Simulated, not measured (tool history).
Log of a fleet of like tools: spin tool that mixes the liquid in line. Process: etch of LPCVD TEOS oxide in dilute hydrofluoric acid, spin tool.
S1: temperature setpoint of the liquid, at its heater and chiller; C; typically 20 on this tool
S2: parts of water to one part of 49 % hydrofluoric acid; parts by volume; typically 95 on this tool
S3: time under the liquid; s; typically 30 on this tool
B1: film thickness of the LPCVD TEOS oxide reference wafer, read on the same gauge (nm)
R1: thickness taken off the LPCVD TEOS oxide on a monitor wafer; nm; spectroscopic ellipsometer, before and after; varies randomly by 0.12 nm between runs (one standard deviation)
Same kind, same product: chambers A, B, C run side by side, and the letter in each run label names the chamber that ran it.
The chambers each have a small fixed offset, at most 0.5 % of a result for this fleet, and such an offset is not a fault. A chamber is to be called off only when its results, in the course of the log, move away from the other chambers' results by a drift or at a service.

| run | hour | S1 | S2 | S3 | B1 | R1 |
|---|---|---|---|---|---|---|
| 1A | 8.2 | 20 | 95 | 30 | 140.00 | 12.3510 |
| 2B | 16.2 | 20 | 95 | 30 | 140.00 | 12.4220 |
| 3C | 28.8 | 20 | 95 | 30 | 140.00 | 12.3740 |
| 4C | 34.4 | 20 | 95 | 30 | 139.97 | 12.5500 |
| 5A | 46.3 | 20 | 95 | 30 | 139.98 | 12.6650 |
| 6B | 54.3 | 20 | 95 | 20 | 140.01 | 8.5359 |
| 7A | 63.1 | 20 | 95 | 20 | 140.03 | 8.3244 |
| 8B | 71.2 | 20 | 95 | 20 | 139.97 | 8.4011 |
| 9C | 79.4 | 20 | 95 | 30 | 140.01 | 12.2970 |
| 10C | 89.8 | 20 | 95 | 30 | 140.01 | 12.2420 |
| 11A | 96.8 | 20 | 95 | 30 | 140.02 | 12.6380 |
| 12B | 108.7 | 20 | 95 | 30 | 140.02 | 12.4730 |
| 13B | 120.9 | 20 | 95 | 30 | 140.02 | 12.4560 |
| 14A | 127.5 | 20 | 75 | 40 | 139.97 | 22.1820 |
| 15C | 134.4 | 20 | 75 | 40 | 140.03 | 21.6060 |
| 16A | 145.3 | 20 | 75 | 40 | 139.99 | 21.9990 |
| 17C | 151.6 | 20 | 95 | 30 | 140.01 | 12.5200 |
| 18B | 162.6 | 20 | 125 | 20 | 140.01 | 6.0187 |
| 19B | 169.3 | 20 | 125 | 20 | 140.06 | 6.2147 |
| 20A | 179.2 | 20 | 125 | 20 | 140.02 | 6.5078 |
| 21C | 188.9 | 20 | 95 | 30 | 140.00 | 12.3650 |
| 22C | 200.3 | 20 | 95 | 30 | 140.00 | 12.4390 |
| 23B | 209.1 | 20 | 95 | 30 | 139.99 | 12.7500 |
| 24A | 218.0 | 20 | 95 | 30 | 140.03 | 13.2730 |
| 25B | 225.5 | 20 | 95 | 30 | 140.01 | 12.5930 |
| 26C | 233.6 | 20 | 95 | 30 | 139.98 | 12.4560 |
| 27A | 240.6 | 20 | 65 | 15 | 139.99 | 10.0590 |
| 28C | 252.0 | 20 | 65 | 15 | 139.98 | 9.7419 |
| 29A | 258.2 | 20 | 65 | 15 | 140.01 | 9.9865 |
| 30B | 264.2 | 20 | 95 | 30 | 140.00 | 12.6950 |
| 31C | 270.4 | 20 | 95 | 30 | 140.03 | 12.5490 |
| 32A | 278.7 | 20 | 95 | 30 | 140.02 | 13.6570 |
| 33B | 290.6 | 20 | 95 | 30 | 140.02 | 12.5730 |
| 34C | 297.4 | 20 | 95 | 30 | 139.97 | 12.5510 |

Which is it: a chamber that has drifted or been left off by a service, a gauge drift common to all chambers, or only each chamber's usual small offset? If a chamber is off, name it and its likeliest cause.

One chamber, A, drifts off from the rest bit by bit.
Cause: hydrofluoric acid flow above the setpoint (%) = 9.74.
It could be hard to tell apart here from: liquid hotter than its thermometer reads (K).

Below are 4 candidate recipes for chamber A's next run, each the usual settings with a change, their results shown as question marks. Which of them brings A's results back in line with what the other chambers give on the usual settings?
In line here means within this much of the mean the other chambers give on the usual settings: R1 0.4200 nm
| 35A-1 | 306.5 | 24.5 | 95 | 30 |  | ? |
| 35A-2 | 306.5 | 17.5 | 95 | 30 |  | ? |
| 35A-3 | 306.5 | 22.5 | 95 | 30 |  | ? |
| 35A-4 | 306.5 | 20.0 | 95 | 25 |  | ? |

Average result of the remaining chambers running the usual settings: R1 12.4870 nm
| run | R1 |
|---|---|
| 35A-1 | 16.5630 |
| 35A-2 | 12.4240 |
| 35A-3 | 15.2840 |
| 35A-4 | 11.4960 |
35A-2 brings the chamber back in line.
